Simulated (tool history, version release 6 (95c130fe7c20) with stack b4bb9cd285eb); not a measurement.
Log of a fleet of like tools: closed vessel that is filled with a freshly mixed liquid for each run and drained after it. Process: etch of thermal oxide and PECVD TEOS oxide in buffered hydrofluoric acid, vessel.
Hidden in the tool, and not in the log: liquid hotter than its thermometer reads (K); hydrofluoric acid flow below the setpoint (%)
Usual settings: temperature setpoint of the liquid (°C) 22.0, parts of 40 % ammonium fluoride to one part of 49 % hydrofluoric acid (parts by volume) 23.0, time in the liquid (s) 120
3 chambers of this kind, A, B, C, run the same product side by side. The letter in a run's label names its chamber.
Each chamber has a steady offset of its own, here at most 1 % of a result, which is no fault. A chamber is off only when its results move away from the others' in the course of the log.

run	hour	temperature setpoint of the liquid (°C)	parts of 40 % ammonium fluoride to one part of 49 % hydrofluoric acid (parts by volume)	time in the liquid (s)	hours since the thermometer was replaced	hours since the hydrofluoric acid flow meter was replaced	read-back film thickness of the thermal oxide reference wafer, read on the same gauge (nm)	read-back film thickness of the PECVD TEOS oxide reference wafer, read on the same gauge (nm)	thickness taken off the thermal oxide on a monitor wafer (Å)	thickness taken off the PECVD TEOS oxide on a monitor wafer (Å)
1B	3.9	22.0	23.0	120	409.3	1576.0	140.00	49.988	561.33	1880.0
2C	8.5	22.0	23.0	120	225.6	569.2	140.00	50.058	568.24	1861.8
3A	12.8	22.0	23.0	120	504.8	125.4	140.01	50.010	572.21	1879.3
4A	21.1	22.0	23.0	120	513.1	133.7	140.02	50.036	571.76	1870.0
5B	25.6	20.0	30.0	120	431.0	1597.7	139.97	49.960	420.20	1391.0
6C	30.8	20.0	30.0	120	247.9	591.5	139.95	49.983	422.99	1389.5
# hour 33.6: chamber B: hydrofluoric acid flow meter replaced
7B	34.6	20.0	30.0	120	440.0	1.0	139.99	50.024	417.69	1390.2
8A	38.5	22.0	23.0	120	530.5	151.1	140.00	50.061	567.40	1882.7
9C	43.7	22.0	18.5	55	260.8	604.4	139.99	49.949	313.05	1023.5
10A	52.4	22.0	18.5	55	544.4	165.0	140.02	50.000	309.78	1034.5
11C	57.5	22.0	18.5	55	274.6	618.2	139.98	49.985	310.10	1016.9
12B	65.7	22.0	23.0	120	471.1	32.1	140.00	49.980	565.86	1878.7
13C	73.5	22.0	23.0	120	290.6	634.2	139.98	50.027	565.34	1871.7
14B	77.8	22.0	23.0	120	483.2	44.2	139.97	49.982	568.37	1868.0
15A	84.1	22.0	23.0	120	576.1	196.7	140.00	49.992	571.03	1868.5
16A	89.6	22.0	23.0	120	581.6	202.2	140.00	50.012	570.67	1877.2
17B	95.1	22.0	23.0	120	500.5	61.5	140.00	50.052	562.14	1864.0
18C	102.4	23.5	27.0	120	319.5	663.1	140.01	49.963	556.93	1810.0
19C	109.2	23.5	27.0	120	326.3	669.9	140.00	50.023	550.10	1821.8
20A	118.0	23.5	27.0	120	610.0	230.6	140.01	50.001	555.14	1827.2
21B	126.3	22.0	23.0	120	531.7	92.7	139.98	50.031	562.00	1872.2
22C	130.9	22.0	23.0	120	348.0	691.6	140.01	50.020	572.75	1854.9
23B	135.4	22.0	23.0	120	540.8	101.8	139.99	50.032	567.06	1877.5
24A	142.1	22.0	23.0	120	634.1	254.7	139.97	49.958	571.14	1881.3
25A	146.9	22.0	30.0	90	638.9	259.5	140.03	50.008	356.09	1172.0
26B	153.5	22.0	30.0	90	558.9	119.9	139.98	50.038	349.70	1169.9
27C	161.4	22.0	30.0	90	378.5	722.1	139.97	50.026	354.76	1164.3
28B	168.5	22.0	23.0	120	573.9	134.9	140.03	50.000	566.09	1876.7
29A	176.1	22.0	23.0	120	668.1	288.7	139.98	49.995	569.45	1892.9
30C	183.8	22.0	23.0	120	400.9	744.5	140.01	50.008	573.11	1871.0
31B	189.9	22.0	23.0	120	595.3	156.3	140.01	49.988	563.18	1866.5
32A	197.5	25.5	29.5	120	689.5	310.1	140.01	49.969	580.04	1919.0
33C	204.8	25.5	29.5	120	421.9	765.5	140.00	49.977	580.71	1901.2
34C	212.2	25.5	29.5	120	429.3	772.9	139.99	49.992	578.06	1899.0
35B	216.1	22.0	23.0	120	621.5	182.5	140.02	50.014	564.36	1889.7
36A	220.3	22.0	28.5	120	712.3	332.9	139.99	50.015	492.31	1624.0
37C	224.8	22.0	28.5	120	441.9	785.5	140.02	49.977	491.87	1614.0
38A	232.7	22.0	28.5	120	724.7	345.3	139.98	50.015	485.31	1615.8
39B	240.8	22.0	23.0	120	646.2	207.2	140.00	49.972	565.75	1874.6
40C	248.5	22.0	23.0	120	465.6	809.2	140.01	49.944	570.64	1869.3
41A	256.0	22.0	23.0	120	748.0	368.6	139.96	50.000	570.91	1877.2

Next, every chamber runs the same settings. What will each give?
42A	262.3	22.0	23.0	120					?	?
42B	262.3	22.0	23.0	120					?	?
42C	262.3	22.0	23.0	120					?	?

run	thickness taken off the thermal oxide on a monitor wafer (Å)	thickness taken off the PECVD TEOS oxide on a monitor wafer (Å)
42A	573.81	1875.5
42B	566.87	1879.9
42C	566.11	1875.6
